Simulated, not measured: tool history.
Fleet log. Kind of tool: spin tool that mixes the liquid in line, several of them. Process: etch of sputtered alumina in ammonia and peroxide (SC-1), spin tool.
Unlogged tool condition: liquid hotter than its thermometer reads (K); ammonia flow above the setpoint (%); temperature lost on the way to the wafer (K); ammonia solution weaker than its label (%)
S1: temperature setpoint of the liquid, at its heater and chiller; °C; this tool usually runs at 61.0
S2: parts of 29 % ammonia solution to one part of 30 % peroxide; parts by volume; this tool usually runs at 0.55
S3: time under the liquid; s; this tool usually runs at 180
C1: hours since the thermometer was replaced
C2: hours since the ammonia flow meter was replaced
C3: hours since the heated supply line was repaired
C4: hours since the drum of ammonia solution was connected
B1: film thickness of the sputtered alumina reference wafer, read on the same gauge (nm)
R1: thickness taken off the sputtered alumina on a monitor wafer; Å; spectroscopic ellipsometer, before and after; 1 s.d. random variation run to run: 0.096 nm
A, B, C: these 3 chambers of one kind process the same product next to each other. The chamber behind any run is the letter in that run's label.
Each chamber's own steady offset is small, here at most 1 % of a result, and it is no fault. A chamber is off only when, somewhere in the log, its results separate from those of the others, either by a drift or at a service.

{"run": "1A", "hour": 8.3, "S1": 61.0, "S2": 0.55, "S3": 180, "C1": 1091.1, "C2": 439.7, "C3": 240.8, "C4": 676.8, "B1": 130.01, "R1": 190.88}
{"run": "2B", "hour": 19.8, "S1": 61.0, "S2": 0.55, "S3": 180, "C1": 1512.9, "C2": 616.2, "C3": 2018.4, "C4": 396.2, "B1": 129.99, "R1": 191.2}
{"run": "3C", "hour": 30.8, "S1": 61.0, "S2": 0.55, "S3": 180, "C1": 277.6, "C2": 39.2, "C3": 507.1, "C4": 352.8, "B1": 129.97, "R1": 190.41}
{"hour": 35.7, "done": "chamber B: new drum of ammonia solution connected"}
{"run": "4B", "hour": 42.5, "S1": 61.0, "S2": 0.55, "S3": 180, "C1": 1535.6, "C2": 638.9, "C3": 2041.1, "C4": 6.8, "B1": 129.99, "R1": 190.32}
{"run": "5C", "hour": 50.3, "S1": 61.0, "S2": 0.55, "S3": 180, "C1": 297.1, "C2": 58.7, "C3": 526.6, "C4": 372.3, "B1": 129.98, "R1": 188.69}
{"run": "6A", "hour": 56.0, "S1": 61.0, "S2": 0.55, "S3": 180, "C1": 1138.8, "C2": 487.4, "C3": 288.5, "C4": 724.5, "B1": 130.05, "R1": 189.38}
{"run": "7B", "hour": 63.0, "S1": 61.0, "S2": 0.55, "S3": 180, "C1": 1556.1, "C2": 659.4, "C3": 2061.6, "C4": 27.3, "B1": 129.99, "R1": 191.08}
{"run": "8A", "hour": 68.7, "S1": 61.0, "S2": 0.55, "S3": 180, "C1": 1151.5, "C2": 500.1, "C3": 301.2, "C4": 737.2, "B1": 130.01, "R1": 190.59}
{"run": "9C", "hour": 79.0, "S1": 61.0, "S2": 0.55, "S3": 180, "C1": 325.8, "C2": 87.4, "C3": 555.3, "C4": 401.0, "B1": 130.01, "R1": 187.68}
{"run": "10B", "hour": 89.0, "S1": 61.0, "S2": 0.55, "S3": 180, "C1": 1582.1, "C2": 685.4, "C3": 2087.6, "C4": 53.3, "B1": 129.99, "R1": 191.53}
{"run": "11C", "hour": 96.4, "S1": 61.0, "S2": 0.55, "S3": 180, "C1": 343.2, "C2": 104.8, "C3": 572.7, "C4": 418.4, "B1": 130.02, "R1": 191.92}
{"run": "12A", "hour": 102.2, "S1": 61.0, "S2": 0.55, "S3": 180, "C1": 1185.0, "C2": 533.6, "C3": 334.7, "C4": 770.7, "B1": 130.03, "R1": 189.93}
{"run": "13B", "hour": 113.7, "S1": 61.0, "S2": 0.55, "S3": 180, "C1": 1606.8, "C2": 710.1, "C3": 2112.3, "C4": 78.0, "B1": 129.96, "R1": 192.99}
{"run": "14A", "hour": 119.9, "S1": 61.0, "S2": 0.55, "S3": 180, "C1": 1202.7, "C2": 551.3, "C3": 352.4, "C4": 788.4, "B1": 130.02, "R1": 190.09}
{"hour": 123.8, "done": "chamber A: ammonia flow meter replaced"}
{"hour": 124.0, "done": "chamber B: heated supply line repaired"}
{"run": "15C", "hour": 126.2, "S1": 61.0, "S2": 0.35, "S3": 180, "C1": 373.0, "C2": 134.6, "C3": 602.5, "C4": 448.2, "B1": 130.04, "R1": 183.96}
{"run": "16A", "hour": 131.6, "S1": 61.0, "S2": 0.35, "S3": 180, "C1": 1214.4, "C2": 7.8, "C3": 364.1, "C4": 800.1, "B1": 130.0, "R1": 180.94}
{"run": "17B", "hour": 138.9, "S1": 61.0, "S2": 0.35, "S3": 180, "C1": 1632.0, "C2": 735.3, "C3": 14.9, "C4": 103.2, "B1": 129.99, "R1": 182.61}
{"run": "18C", "hour": 146.4, "S1": 61.0, "S2": 0.55, "S3": 180, "C1": 393.2, "C2": 154.8, "C3": 622.7, "C4": 468.4, "B1": 129.95, "R1": 191.47}
{"run": "19C", "hour": 154.8, "S1": 64.0, "S2": 0.55, "S3": 180, "C1": 401.6, "C2": 163.2, "C3": 631.1, "C4": 476.8, "B1": 129.99, "R1": 222.77}
{"run": "20A", "hour": 165.1, "S1": 64.0, "S2": 0.55, "S3": 180, "C1": 1247.9, "C2": 41.3, "C3": 397.6, "C4": 833.6, "B1": 129.98, "R1": 221.08}
{"run": "21B", "hour": 172.3, "S1": 64.0, "S2": 0.55, "S3": 180, "C1": 1665.4, "C2": 768.7, "C3": 48.3, "C4": 136.6, "B1": 129.98, "R1": 222.66}
{"run": "22B", "hour": 180.4, "S1": 68.5, "S2": 0.55, "S3": 275, "C1": 1673.5, "C2": 776.8, "C3": 56.4, "C4": 144.7, "B1": 130.03, "R1": 427.54}
{"run": "23A", "hour": 190.7, "S1": 68.5, "S2": 0.55, "S3": 275, "C1": 1273.5, "C2": 66.9, "C3": 423.2, "C4": 859.2, "B1": 130.0, "R1": 418.94}
{"run": "24C", "hour": 200.8, "S1": 68.5, "S2": 0.55, "S3": 275, "C1": 447.6, "C2": 209.2, "C3": 677.1, "C4": 522.8, "B1": 129.99, "R1": 430.74}
{"run": "25B", "hour": 210.1, "S1": 61.0, "S2": 0.55, "S3": 180, "C1": 1703.2, "C2": 806.5, "C3": 86.1, "C4": 174.4, "B1": 130.01, "R1": 191.83}
{"run": "26A", "hour": 217.2, "S1": 61.0, "S2": 0.55, "S3": 180, "C1": 1300.0, "C2": 93.4, "C3": 449.7, "C4": 885.7, "B1": 129.98, "R1": 189.58}
{"run": "27C", "hour": 223.6, "S1": 61.0, "S2": 0.55, "S3": 180, "C1": 470.4, "C2": 232.0, "C3": 699.9, "C4": 545.6, "B1": 130.01, "R1": 195.95}
{"run": "28B", "hour": 231.6, "S1": 61.0, "S2": 0.55, "S3": 180, "C1": 1724.7, "C2": 828.0, "C3": 107.6, "C4": 195.9, "B1": 130.01, "R1": 191.45}
{"hour": 236.7, "done": "chamber A: new drum of ammonia solution connected"}
{"run": "29A", "hour": 239.7, "S1": 61.0, "S2": 0.55, "S3": 180, "C1": 1322.5, "C2": 115.9, "C3": 472.2, "C4": 3.0, "B1": 129.98, "R1": 188.55}
{"run": "30C", "hour": 247.5, "S1": 61.0, "S2": 0.55, "S3": 180, "C1": 494.3, "C2": 255.9, "C3": 723.8, "C4": 569.5, "B1": 130.01, "R1": 193.28}
{"run": "31B", "hour": 253.5, "S1": 53.0, "S2": 0.85, "S3": 180, "C1": 1746.6, "C2": 849.9, "C3": 129.5, "C4": 217.8, "B1": 130.01, "R1": 132.89}
{"run": "32C", "hour": 261.1, "S1": 53.0, "S2": 0.85, "S3": 180, "C1": 507.9, "C2": 269.5, "C3": 737.4, "C4": 583.1, "B1": 130.0, "R1": 133.93}
{"hour": 264.6, "done": "chamber B: thermometer replaced"}
{"run": "33A", "hour": 268.2, "S1": 53.0, "S2": 0.85, "S3": 180, "C1": 1351.0, "C2": 144.4, "C3": 500.7, "C4": 31.5, "B1": 129.98, "R1": 130.41}
{"run": "34A", "hour": 278.4, "S1": 61.0, "S2": 0.55, "S3": 180, "C1": 1361.2, "C2": 154.6, "C3": 510.9, "C4": 41.7, "B1": 130.0, "R1": 191.58}
{"run": "35B", "hour": 286.4, "S1": 61.0, "S2": 0.55, "S3": 180, "C1": 21.8, "C2": 882.8, "C3": 162.4, "C4": 250.7, "B1": 130.0, "R1": 192.37}
{"run": "36C", "hour": 292.0, "S1": 61.0, "S2": 0.55, "S3": 180, "C1": 538.8, "C2": 300.4, "C3": 768.3, "C4": 614.0, "B1": 130.01, "R1": 195.57}
{"run": "37B", "hour": 301.5, "S1": 61.0, "S2": 0.55, "S3": 180, "C1": 36.9, "C2": 897.9, "C3": 177.5, "C4": 265.8, "B1": 130.0, "R1": 190.71}
{"run": "38A", "hour": 308.0, "S1": 61.0, "S2": 0.55, "S3": 180, "C1": 1390.8, "C2": 184.2, "C3": 540.5, "C4": 71.3, "B1": 130.02, "R1": 190.03}
{"run": "39C", "hour": 313.8, "S1": 61.0, "S2": 0.55, "S3": 180, "C1": 560.6, "C2": 322.2, "C3": 790.1, "C4": 635.8, "B1": 130.01, "R1": 198.93}
{"run": "40A", "hour": 320.8, "S1": 61.0, "S2": 0.55, "S3": 180, "C1": 1403.6, "C2": 197.0, "C3": 553.3, "C4": 84.1, "B1": 130.0, "R1": 190.74}

Which is it: a chamber that has drifted or been left off by a service, a gauge drift common to all chambers, or only each chamber's usual small offset? If a chamber is off, name it and its likeliest cause.

It is chamber C that slowly wanders off from its peers.
Cause: liquid hotter than its thermometer reads (K) = 0.927.

Which of the 4 candidates below, each the usual settings with something changed and its results left as question marks, puts chamber C back in line with what the other chambers give on the usual settings?
To be in line, a result may differ from the other chambers' mean on the usual settings by at most: R1 3.40 Å
{"run": "41C-1", "hour": 329.4, "S1": 61.0, "S2": 0.35, "S3": 180, "R1": "?"}
{"run": "41C-2", "hour": 329.4, "S1": 62.5, "S2": 0.55, "S3": 180, "R1": "?"}
{"run": "41C-3", "hour": 329.4, "S1": 59.5, "S2": 0.55, "S3": 180, "R1": "?"}
{"run": "41C-4", "hour": 329.4, "S1": 61.0, "S2": 0.8, "S3": 180, "R1": "?"}

Other chambers, usual settings, mean: R1 191.13 Å
run=41C-1 R1=190.80
run=41C-2 R1=214.70
run=41C-3 R1=184.33
run=41C-4 R1=206.20
41C-1 is the one that brings the chamber's results back in line with the other chambers.

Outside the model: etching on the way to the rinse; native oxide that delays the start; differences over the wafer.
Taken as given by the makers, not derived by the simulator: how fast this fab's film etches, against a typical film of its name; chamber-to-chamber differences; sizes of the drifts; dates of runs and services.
